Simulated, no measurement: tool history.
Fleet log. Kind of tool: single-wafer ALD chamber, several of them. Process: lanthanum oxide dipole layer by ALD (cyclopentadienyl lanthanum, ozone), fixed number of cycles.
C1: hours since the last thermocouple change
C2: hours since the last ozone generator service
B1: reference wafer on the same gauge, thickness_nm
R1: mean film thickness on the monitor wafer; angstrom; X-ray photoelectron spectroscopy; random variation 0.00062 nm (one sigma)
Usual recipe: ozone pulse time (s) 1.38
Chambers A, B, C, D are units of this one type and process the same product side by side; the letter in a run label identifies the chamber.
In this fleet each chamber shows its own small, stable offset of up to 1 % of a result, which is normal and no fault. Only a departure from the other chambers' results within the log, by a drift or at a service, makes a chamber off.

Run 1D, hour 7.0: usual settings; C1 1040.4; C2 138.1; B1 0.46313. Result: R1 5.4368 angstrom.
Run 2A, hour 12.4: usual settings; C1 90.0; C2 749.6; B1 0.46311. Result: R1 5.4240 angstrom.
Run 3B, hour 16.5: usual settings; C1 1338.2; C2 133.6; B1 0.46313. Result: R1 5.4090 angstrom.
Run 4C, hour 20.2: usual settings; C1 546.4; C2 237.5; B1 0.46328. Result: R1 5.4489 angstrom.
Run 5C, hour 26.3: usual settings but ozone pulse time (s) 1.08; C1 552.5; C2 243.6; B1 0.46330. Result: R1 5.1555 angstrom.
Run 6B, hour 32.7: usual settings but ozone pulse time (s) 1.08; C1 1354.4; C2 149.8; B1 0.46335. Result: R1 5.1072 angstrom.
Run 7A, hour 38.5: usual settings but ozone pulse time (s) 1.08; C1 116.1; C2 775.7; B1 0.46343. Result: R1 5.1440 angstrom.
Run 8D, hour 42.8: usual settings but ozone pulse time (s) 1.08; C1 1076.2; C2 173.9; B1 0.46352. Result: R1 5.1387 angstrom.
At hour 44.2: chamber D: thermocouple changed; heater temperature recalibrated.
Run 9C, hour 50.5: usual settings; C1 576.7; C2 267.8; B1 0.46349. Result: R1 5.4527 angstrom.
Run 10B, hour 57.2: usual settings; C1 1378.9; C2 174.3; B1 0.46385. Result: R1 5.4251 angstrom.
Run 11D, hour 63.5: usual settings; C1 19.4; C2 194.6; B1 0.46380. Result: R1 5.4406 angstrom.
Run 12A, hour 70.5: usual settings; C1 148.1; C2 807.7; B1 0.46397. Result: R1 5.4339 angstrom.
Run 13A, hour 77.3: usual settings but ozone pulse time (s) 0.88; C1 154.9; C2 814.5; B1 0.46397. Result: R1 4.8272 angstrom.
Run 14D, hour 82.3: usual settings but ozone pulse time (s) 0.88; C1 38.2; C2 213.4; B1 0.46409. Result: R1 4.8006 angstrom.
Run 15B, hour 88.0: usual settings but ozone pulse time (s) 0.88; C1 1409.7; C2 205.1; B1 0.46399. Result: R1 4.7781 angstrom.
Run 16C, hour 91.5: usual settings but ozone pulse time (s) 0.88; C1 617.7; C2 308.8; B1 0.46414. Result: R1 4.8351 angstrom.
Run 17C, hour 96.6: usual settings; C1 622.8; C2 313.9; B1 0.46421. Result: R1 5.4522 angstrom.
Run 18D, hour 102.4: usual settings; C1 58.3; C2 233.5; B1 0.46425. Result: R1 5.4446 angstrom.
Run 19B, hour 109.5: usual settings; C1 1431.2; C2 226.6; B1 0.46433. Result: R1 5.4119 angstrom.
Run 20A, hour 115.0: usual settings; C1 192.6; C2 852.2; B1 0.46435. Result: R1 5.4505 angstrom.
Run 21A, hour 122.3: usual settings but ozone pulse time (s) 0.89; C1 199.9; C2 859.5; B1 0.46445. Result: R1 4.8479 angstrom.
At hour 126.4: chamber A: ozone generator serviced.
Run 22B, hour 128.8: usual settings but ozone pulse time (s) 0.89; C1 1450.5; C2 245.9; B1 0.46456. Result: R1 4.8014 angstrom.
Run 23D, hour 136.4: usual settings but ozone pulse time (s) 0.89; C1 92.3; C2 267.5; B1 0.46471. Result: R1 4.8190 angstrom.
Run 24C, hour 140.1: usual settings but ozone pulse time (s) 0.89; C1 666.3; C2 357.4; B1 0.46476. Result: R1 4.8538 angstrom.
Run 25C, hour 145.4: usual settings; C1 671.6; C2 362.7; B1 0.46476. Result: R1 5.4690 angstrom.
Run 26D, hour 149.7: usual settings but ozone pulse time (s) 1.15; C1 105.6; C2 280.8; B1 0.46479. Result: R1 5.2383 angstrom.
Run 27A, hour 155.6: usual settings but ozone pulse time (s) 1.15; C1 233.2; C2 29.2; B1 0.46477. Result: R1 5.2304 angstrom.
Run 28B, hour 162.2: usual settings but ozone pulse time (s) 1.15; C1 1483.9; C2 279.3; B1 0.46495. Result: R1 5.2088 angstrom.
Run 29B, hour 168.5: usual settings but ozone pulse time (s) 1.15; C1 1490.2; C2 285.6; B1 0.46499. Result: R1 5.2076 angstrom.
Run 30C, hour 175.1: usual settings; C1 701.3; C2 392.4; B1 0.46510. Result: R1 5.4740 angstrom.

All 4 chambers run these settings next. Forecast each chamber's results:
Run 31A, hour 180.6: usual settings. Result: R1 ?.
Run 31B, hour 180.6: usual settings. Result: R1 ?.
Run 31C, hour 180.6: usual settings. Result: R1 ?.
Run 31D, hour 180.6: usual settings. Result: R1 ?.

run      R1
31A  5.4412
31B  5.4326
31C  5.4766
31D  5.4624
